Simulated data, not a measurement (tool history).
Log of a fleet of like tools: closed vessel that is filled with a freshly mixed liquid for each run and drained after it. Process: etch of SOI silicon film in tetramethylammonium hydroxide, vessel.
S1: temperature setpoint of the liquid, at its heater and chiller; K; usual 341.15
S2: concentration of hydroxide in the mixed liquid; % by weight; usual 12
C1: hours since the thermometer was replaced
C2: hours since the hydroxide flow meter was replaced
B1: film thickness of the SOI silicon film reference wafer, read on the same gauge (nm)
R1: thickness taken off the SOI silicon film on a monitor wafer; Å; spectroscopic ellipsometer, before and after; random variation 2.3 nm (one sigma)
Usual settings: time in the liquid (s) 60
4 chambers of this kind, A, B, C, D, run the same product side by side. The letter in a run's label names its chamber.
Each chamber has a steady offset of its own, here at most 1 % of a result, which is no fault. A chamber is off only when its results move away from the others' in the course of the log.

Run 1B, hour 7.9: usual settings; C1 2638.8; C2 46.8; B1 139.96. Result: R1 3635.6 Å.
Run 2C, hour 15.3: usual settings; C1 990.3; C2 2068.1; B1 140. Result: R1 3602.2 Å.
Run 3D, hour 19.8: usual settings; C1 466.9; C2 144.4; B1 140.01. Result: R1 3564.3 Å.
Run 4A, hour 24.3: usual settings; C1 165.4; C2 40.2; B1 140.01. Result: R1 3599.6 Å.
Run 5A, hour 30.5: usual settings; C1 171.6; C2 46.4; B1 140. Result: R1 3615.8 Å.
Run 6D, hour 37.3: usual settings; C1 484.4; C2 161.9; B1 140.06. Result: R1 3615.7 Å.
Run 7B, hour 45.3: usual settings; C1 2676.2; C2 84.2; B1 139.99. Result: R1 3631.1 Å.
Run 8C, hour 52: usual settings; C1 1027; C2 2104.8; B1 139.97. Result: R1 3620.8 Å.
Run 9A, hour 58.1: usual settings but time in the liquid (s) 75; C1 199.2; C2 74; B1 140.03. Result: R1 4514.4 Å.
Run 10C, hour 63.9: usual settings but time in the liquid (s) 75; C1 1038.9; C2 2116.7; B1 140.03. Result: R1 4491.9 Å.
Run 11D, hour 67.4: usual settings but time in the liquid (s) 75; C1 514.5; C2 192; B1 140.03. Result: R1 4462.6 Å.
Run 12B, hour 75.4: usual settings but time in the liquid (s) 75; C1 2706.3; C2 114.3; B1 139.96. Result: R1 4565.2 Å.
Run 13D, hour 81.9: usual settings but S1 333.65 K; C1 529; C2 206.5; B1 140.04. Result: R1 2265.8 Å.
Run 14A, hour 89.2: usual settings but S1 333.65 K; C1 230.3; C2 105.1; B1 139.99. Result: R1 2274.6 Å.
Run 15B, hour 93.3: usual settings but S1 333.65 K; C1 2724.2; C2 132.2; B1 139.95. Result: R1 2289 Å.
At hour 100.5: chamber B: thermometer replaced.
Run 16C, hour 101.1: usual settings but S1 333.65 K; C1 1076.1; C2 2153.9; B1 140.03. Result: R1 2326.3 Å.
At hour 106.8: chamber C: hydroxide flow meter replaced.
Run 17C, hour 109.2: usual settings but S2 14.5 % by weight, time in the liquid (s) 75; C1 1084.2; C2 2.4; B1 140.03. Result: R1 4207.2 Å.
Run 18D, hour 113.9: usual settings but S2 14.5 % by weight, time in the liquid (s) 75; C1 561; C2 238.5; B1 139.97. Result: R1 4094 Å.
Run 19A, hour 118.7: usual settings but S2 14.5 % by weight, time in the liquid (s) 75; C1 259.8; C2 134.6; B1 140. Result: R1 4128.7 Å.
Run 20B, hour 123: usual settings but S2 14.5 % by weight, time in the liquid (s) 75; C1 22.5; C2 161.9; B1 140.04. Result: R1 4153.7 Å.
Run 21D, hour 129: usual settings; C1 576.1; C2 253.6; B1 140.02. Result: R1 3576.3 Å.
Run 22C, hour 133.9: usual settings; C1 1108.9; C2 27.1; B1 140. Result: R1 3753.5 Å.
Run 23B, hour 140.5: usual settings; C1 40; C2 179.4; B1 139.99. Result: R1 3633 Å.
Run 24A, hour 148.3: usual settings; C1 289.4; C2 164.2; B1 140. Result: R1 3564.4 Å.
Run 25D, hour 154.2: usual settings; C1 601.3; C2 278.8; B1 140.01. Result: R1 3577.6 Å.
Run 26A, hour 158.5: usual settings; C1 299.6; C2 174.4; B1 139.97. Result: R1 3594.3 Å.
Run 27C, hour 164: usual settings; C1 1139; C2 57.2; B1 139.99. Result: R1 3842.5 Å.
Run 28B, hour 169.1: usual settings; C1 68.6; C2 208; B1 139.97. Result: R1 3612.6 Å.
Run 29A, hour 175.3: usual settings; C1 316.4; C2 191.2; B1 140.02. Result: R1 3627 Å.

All 4 chambers run these settings next. Forecast each chamber's results:
Run 30A, hour 181.2: usual settings. Result: R1 ?.
Run 30B, hour 181.2: usual settings. Result: R1 ?.
Run 30C, hour 181.2: usual settings. Result: R1 ?.
Run 30D, hour 181.2: usual settings. Result: R1 ?.

run      R1
30A  3602.9
30B  3596.7
30C  3921.5
30D  3605.5
